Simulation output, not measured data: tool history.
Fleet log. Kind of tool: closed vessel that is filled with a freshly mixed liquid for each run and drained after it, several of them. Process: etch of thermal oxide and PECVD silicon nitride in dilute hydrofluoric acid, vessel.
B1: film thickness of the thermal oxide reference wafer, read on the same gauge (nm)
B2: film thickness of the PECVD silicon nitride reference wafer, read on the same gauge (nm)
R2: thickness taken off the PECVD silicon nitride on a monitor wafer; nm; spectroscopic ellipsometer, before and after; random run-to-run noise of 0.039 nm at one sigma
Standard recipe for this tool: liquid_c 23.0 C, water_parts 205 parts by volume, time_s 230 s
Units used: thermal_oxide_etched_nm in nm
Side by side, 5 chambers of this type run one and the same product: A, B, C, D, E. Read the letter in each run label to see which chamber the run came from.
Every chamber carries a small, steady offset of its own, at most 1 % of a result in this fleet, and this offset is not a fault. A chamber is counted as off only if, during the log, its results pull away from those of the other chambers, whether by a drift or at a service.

Run 1B, day 0.308: usual settings; B1 129.99; B2 69.995. Result: thermal_oxide_etched_nm 5.0330 nm, R2 2.9788 nm.
At day 0.696: chamber A: hydrofluoric acid flow meter replaced.
Run 2C, day 0.771: usual settings; B1 129.99; B2 69.984. Result: thermal_oxide_etched_nm 4.9984 nm, R2 2.9519 nm.
Run 3E, day 1.208: usual settings; B1 130.00; B2 69.994. Result: thermal_oxide_etched_nm 4.9378 nm, R2 2.8858 nm.
Run 4D, day 1.467: usual settings; B1 129.99; B2 70.000. Result: thermal_oxide_etched_nm 4.9734 nm, R2 2.9588 nm.
At day 1.721: chamber B: hydrofluoric acid flow meter replaced.
Run 5A, day 1.746: usual settings but water_parts 290 parts by volume; B1 129.97; B2 69.956. Result: thermal_oxide_etched_nm 3.1790 nm, R2 2.1066 nm.
Run 6E, day 2.192: usual settings but water_parts 290 parts by volume; B1 129.98; B2 69.998. Result: thermal_oxide_etched_nm 3.1835 nm, R2 2.1285 nm.
Run 7B, day 2.512: usual settings but water_parts 290 parts by volume; B1 130.02; B2 69.976. Result: thermal_oxide_etched_nm 3.2368 nm, R2 2.0730 nm.
Run 8C, day 2.721: usual settings but water_parts 290 parts by volume; B1 130.04; B2 70.000. Result: thermal_oxide_etched_nm 3.2307 nm, R2 2.0844 nm.
Run 9A, day 3.025: usual settings but water_parts 290 parts by volume; B1 130.02; B2 70.020. Result: thermal_oxide_etched_nm 3.2326 nm, R2 2.0888 nm.
Run 10D, day 3.288: usual settings; B1 129.95; B2 70.001. Result: thermal_oxide_etched_nm 4.9799 nm, R2 2.9829 nm.
Run 11A, day 3.558: usual settings; B1 129.98; B2 70.020. Result: thermal_oxide_etched_nm 4.9498 nm, R2 2.8822 nm.
Run 12B, day 3.825: usual settings; B1 130.03; B2 70.017. Result: thermal_oxide_etched_nm 5.0215 nm, R2 2.9871 nm.
Run 13E, day 4.046: usual settings; B1 130.02; B2 70.006. Result: thermal_oxide_etched_nm 4.8477 nm, R2 2.8997 nm.
Run 14D, day 4.500: usual settings; B1 130.02; B2 69.977. Result: thermal_oxide_etched_nm 4.9122 nm, R2 2.9770 nm.
Run 15C, day 4.825: usual settings; B1 129.97; B2 69.973. Result: thermal_oxide_etched_nm 4.9980 nm, R2 2.9685 nm.
Run 16B, day 5.258: usual settings; B1 130.03; B2 69.986. Result: thermal_oxide_etched_nm 4.9233 nm, R2 2.9205 nm.
Run 17C, day 5.596: usual settings; B1 130.01; B2 69.994. Result: thermal_oxide_etched_nm 5.0323 nm, R2 3.0457 nm.
Run 18A, day 5.829: usual settings; B1 130.03; B2 70.013. Result: thermal_oxide_etched_nm 4.9514 nm, R2 2.9741 nm.
Run 19D, day 6.112: usual settings; B1 130.00; B2 70.024. Result: thermal_oxide_etched_nm 4.9525 nm, R2 2.9413 nm.
Run 20E, day 6.408: usual settings; B1 130.01; B2 69.981. Result: thermal_oxide_etched_nm 4.8766 nm, R2 2.9730 nm.
At day 6.829: chamber D: hydrofluoric acid flow meter replaced.
Run 21D, day 6.871: usual settings; B1 130.02; B2 70.035. Result: thermal_oxide_etched_nm 4.8681 nm, R2 2.9574 nm.
Run 22C, day 7.288: usual settings; B1 129.99; B2 69.955. Result: thermal_oxide_etched_nm 5.2155 nm, R2 3.0298 nm.
Run 23A, day 7.667: usual settings; B1 130.00; B2 69.968. Result: thermal_oxide_etched_nm 4.9640 nm, R2 2.9371 nm.
Run 24B, day 7.896: usual settings; B1 129.99; B2 69.982. Result: thermal_oxide_etched_nm 5.0078 nm, R2 2.9712 nm.
Run 25E, day 8.312: usual settings; B1 130.02; B2 70.005. Result: thermal_oxide_etched_nm 4.9488 nm, R2 2.9944 nm.
Run 26C, day 8.638: usual settings; B1 129.98; B2 69.970. Result: thermal_oxide_etched_nm 5.2191 nm, R2 3.0792 nm.
Run 27D, day 8.988: usual settings; B1 130.03; B2 69.982. Result: thermal_oxide_etched_nm 4.9671 nm, R2 3.0112 nm.
Run 28B, day 9.346: usual settings; B1 129.99; B2 69.967. Result: thermal_oxide_etched_nm 5.0295 nm, R2 3.0529 nm.
Run 29A, day 9.596: usual settings but liquid_c 20.5 C, time_s 160 s; B1 129.97; B2 70.011. Result: thermal_oxide_etched_nm 3.1743 nm, R2 1.7114 nm.
Run 30E, day 9.979: usual settings but liquid_c 20.5 C, time_s 160 s; B1 130.00; B2 70.002. Result: thermal_oxide_etched_nm 3.1381 nm, R2 1.7433 nm.
Run 31C, day 10.321: usual settings but liquid_c 20.5 C, time_s 160 s; B1 130.00; B2 69.993. Result: thermal_oxide_etched_nm 3.4128 nm, R2 1.8519 nm.
Run 32B, day 10.638: usual settings but liquid_c 20.5 C, time_s 160 s; B1 129.99; B2 69.975. Result: thermal_oxide_etched_nm 3.1411 nm, R2 1.7387 nm.
Run 33D, day 11.096: usual settings but liquid_c 20.5 C, time_s 160 s; B1 130.01; B2 70.055. Result: thermal_oxide_etched_nm 3.1173 nm, R2 1.7072 nm.
Run 34E, day 11.554: usual settings but liquid_c 27.0 C, water_parts 285 parts by volume; B1 130.01; B2 69.957. Result: thermal_oxide_etched_nm 3.8010 nm, R2 2.7205 nm.

One chamber off, gauge drift, or nothing amiss beyond the chambers' own small offsets? If it is a chamber, which one, and what is the likeliest cause?

It is chamber C that slowly wanders off from its peers.
Cause: hydrofluoric acid flow above the setpoint (%) = 8.15.

Which of the 4 candidates below, each the usual settings with something changed and its results left as question marks, puts chamber C back in line with what the other chambers give on the usual settings?
Counts as in line when no further than this from what the other chambers average on the usual settings: thermal_oxide_etched_nm 0.1400 nm; R2 0.1300 nm
Run 35C-1, day 11.888: usual settings but water_parts 215 parts by volume, time_s 220 s. Result: thermal_oxide_etched_nm ?, R2 ?.
Run 35C-2, day 11.888: usual settings but liquid_c 22.5 C, water_parts 185 parts by volume, time_s 250 s. Result: thermal_oxide_etched_nm ?, R2 ?.
Run 35C-3, day 11.888: usual settings but water_parts 195 parts by volume, time_s 240 s. Result: thermal_oxide_etched_nm ?, R2 ?.
Run 35C-4, day 11.888: usual settings but liquid_c 23.5 C, water_parts 225 parts by volume, time_s 210 s. Result: thermal_oxide_etched_nm ?, R2 ?.

On the usual settings, the other chambers give on average: thermal_oxide_etched_nm 4.9516 nm; R2 2.9397 nm
  run  thermal_oxide_etched_nm      R2
35C-1                   4.9352  2.9404
35C-2                   6.5992  3.7571
35C-3                   6.0611  3.5350
35C-4                   4.5391  2.7692
The right change is 35C-1: it brings the chamber back within the allowed miss of the others.

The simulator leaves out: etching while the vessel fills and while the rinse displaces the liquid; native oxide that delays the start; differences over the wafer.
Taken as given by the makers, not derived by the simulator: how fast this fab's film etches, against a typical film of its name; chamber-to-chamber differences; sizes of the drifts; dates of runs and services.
